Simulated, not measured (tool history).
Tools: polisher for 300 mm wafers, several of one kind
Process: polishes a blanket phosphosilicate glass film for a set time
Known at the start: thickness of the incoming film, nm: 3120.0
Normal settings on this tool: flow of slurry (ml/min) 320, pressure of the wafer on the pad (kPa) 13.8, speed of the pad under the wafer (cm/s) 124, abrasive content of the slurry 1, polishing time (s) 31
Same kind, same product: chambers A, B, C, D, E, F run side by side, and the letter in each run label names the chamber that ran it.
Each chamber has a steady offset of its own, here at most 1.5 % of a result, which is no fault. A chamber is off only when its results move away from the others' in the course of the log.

run,hour,flow of slurry (ml/min),pressure of the wafer on the pad (kPa),speed of the pad under the wafer (cm/s),abrasive content of the slurry,polishing time (s),wafers polished on this pad,hours since the slurry nozzle was cleaned,hours since the head pressure was calibrated,hours since the slurry blender was calibrated,hours since the conditioning disc was replaced,film removed (nm)
# hour 9.3: chamber A: slurry nozzle cleaned
1C,11.1,320,13.8,124,1,31,534,66.8,389.6,64.7,93.8,186.59
# hour 17.7: chamber E: worn pad replaced by a new one
2A,20,320,13.8,124,1,31,711,10.8,991.7,215.2,505,183.53
3F,28.4,320,13.8,124,1,31,271,128.7,150.1,192.2,376.3,185.45
4E,37.9,320,13.8,124,1,31,181,186.1,872.3,103.2,90.3,181.7
5B,46.1,320,13.8,124,1,31,1214,94.1,347.2,89.5,318.7,186.33
# hour 46.7: chamber F: slurry blender recalibrated
# hour 46.9: chamber A: worn pad replaced by a new one
# hour 47.3: chamber D: worn pad replaced by a new one
# hour 47.8: chamber B: worn pad replaced by a new one
6D,59.5,320,13.8,124,1,31,110,488.8,146.9,106.9,70.8,185.91
7F,72.8,320,13.8,124,1,31,669,173.1,194.5,26.2,420.7,185.03
# hour 76.3: chamber F: worn pad replaced by a new one
8E,81.9,320,13.8,124,1,31,575,230.1,916.3,147.2,134.3,183.1
# hour 83.6: chamber C: worn pad replaced by a new one
# hour 84.4: chamber D: slurry blender recalibrated
9C,94.5,320,13.8,124,1,31,98,150.2,473,148.1,177.2,186.56
# hour 99.2: chamber A: conditioning disc replaced and pad reconditioned
10D,105.9,320,13.8,124,1,31,525,535.2,193.3,21.6,117.2,184.41
11A,114.1,320,13.8,124,1,31,602,104.9,1085.8,309.3,15,185.57
# hour 116.5: chamber B: conditioning disc replaced and pad reconditioned
# hour 118.1: chamber E: conditioning disc replaced and pad reconditioned
# hour 121.6: chamber C: conditioning disc replaced and pad reconditioned
# hour 121.7: chamber E: slurry nozzle cleaned
12B,122.1,320,13.8,124,1,31,665,170.1,423.2,165.5,5.7,184.22
13A,131.1,320,16.5,124,1,23,754,121.9,1102.8,326.3,32,163.64
# hour 135.8: chamber F: conditioning disc replaced and pad reconditioned
# hour 139.5: chamber A: worn pad replaced by a new one
14B,143.7,320,16.5,124,1,23,859,191.7,444.8,187.1,27.3,164.54
15F,151.6,320,16.5,124,1,23,674,251.9,273.3,105,15.9,162.53
# hour 152.1: chamber E: worn pad replaced by a new one
16E,158.8,320,16.5,124,1,23,60,37.2,993.2,224.1,40.8,165.29
17C,167.6,320,16.5,124,1,23,752,223.3,546.1,221.2,46.1,165.19
# hour 170.8: chamber F: worn pad replaced by a new one
# hour 174: chamber D: worn pad replaced by a new one
# hour 175.3: chamber F: slurry nozzle cleaned
18D,176.3,320,16.5,124,1,23,21,605.6,263.7,92,187.6,162.67
19F,182.7,320,15.2,142,1,31,107,7.4,304.4,136.1,47,226.42
# hour 185: chamber E: slurry blender recalibrated
20E,193.7,320,15.2,142,1,31,373,72.1,1028.1,8.7,75.7,224.34
# hour 194.2: chamber B: worn pad replaced by a new one
# hour 195.5: chamber C: slurry blender recalibrated
# hour 205: chamber A: slurry nozzle cleaned
21B,205.9,320,15.2,142,1,31,105,253.9,507,249.3,89.5,225.35
# hour 208.3: chamber C: worn pad replaced by a new one
22A,215.9,320,15.2,142,1,31,684,11,1187.6,411.1,116.8,226.41
# hour 219.7: chamber A: slurry blender recalibrated
23C,221.9,320,15.2,142,1,31,122,277.6,600.4,26.5,100.4,229.14
# hour 222.8: chamber B: head pressure recalibrated
# hour 228.5: chamber D: slurry blender recalibrated
# hour 229: chamber B: slurry blender recalibrated
# hour 229.4: chamber A: worn pad replaced by a new one
24D,229.9,320,15.2,142,1,31,501,659.2,317.3,1.5,241.2,226.52
25F,240.7,320,13.8,124,1,31,626,65.4,362.4,194.1,105,184.57
26A,249.8,320,13.8,124,1,31,183,44.9,1221.5,30.2,150.7,182.67
# hour 254.1: chamber F: slurry blender recalibrated
27E,255.9,320,13.8,124,1,31,930,134.3,1090.3,70.9,137.9,182.77
# hour 257.4: chamber A: head pressure recalibrated
28C,265.1,320,13.8,124,1,31,509,320.8,643.6,69.7,143.6,185.76
# hour 265.6: chamber F: worn pad replaced by a new one
# hour 269: chamber D: conditioning disc replaced and pad reconditioned
# hour 269.2: chamber E: conditioning disc replaced and pad reconditioned
29D,272.7,320,13.8,124,1,31,884,702,360.1,44.3,3.7,186.24
# hour 283.1: chamber E: worn pad replaced by a new one
30B,284.3,320,13.8,124,1,31,807,332.3,61.5,55.4,167.9,171.26
# hour 289.2: chamber D: worn pad replaced by a new one
31D,295.1,320,13.8,124,1,31,53,724.4,382.5,66.7,26.1,182.99
32A,306.3,320,13.8,124,1,31,689,101.4,49,86.7,207.2,186.1
33E,312.8,320,13.8,124,1,31,266,191.2,1147.2,127.8,43.7,185.21
34B,318.8,320,13.8,124,1,31,1116,366.8,96,89.9,202.4,171.42
35C,325.4,320,13.8,124,1,31,1049,381.1,703.9,130,203.9,187.01
36F,331.5,320,13.8,124,1,31,590,156.2,453.2,77.5,195.8,185.4
# hour 339.9: chamber B: worn pad replaced by a new one
37F,343,320,13.8,140,1,21,693,167.7,464.7,89,207.3,137.58
# hour 346.3: chamber D: slurry blender recalibrated
# hour 349: chamber C: worn pad replaced by a new one
38C,356.3,320,13.8,140,1,21,65,412,734.8,160.9,234.8,139.54
39B,367.6,320,13.8,140,1,21,248,415.6,144.8,138.7,251.2,126.51
40D,375.8,320,13.8,140,1,21,775,805.1,463.2,29.6,106.8,137.92
41E,384.2,320,13.8,140,1,21,906,262.6,1218.6,199.2,115.1,136.58

Each of the 6 chambers runs these same settings next. Fill in every chamber's results:
42A,394.2,320,13.8,124,1,31,,,,,,?
42B,394.2,320,13.8,124,1,31,,,,,,?
42C,394.2,320,13.8,124,1,31,,,,,,?
42D,394.2,320,13.8,124,1,31,,,,,,?
42E,394.2,320,13.8,124,1,31,,,,,,?
42F,394.2,320,13.8,124,1,31,,,,,,?

run,film removed (nm)
42A,183.87
42B,169.13
42C,184.44
42D,185.45
42E,183.56
42F,187.07
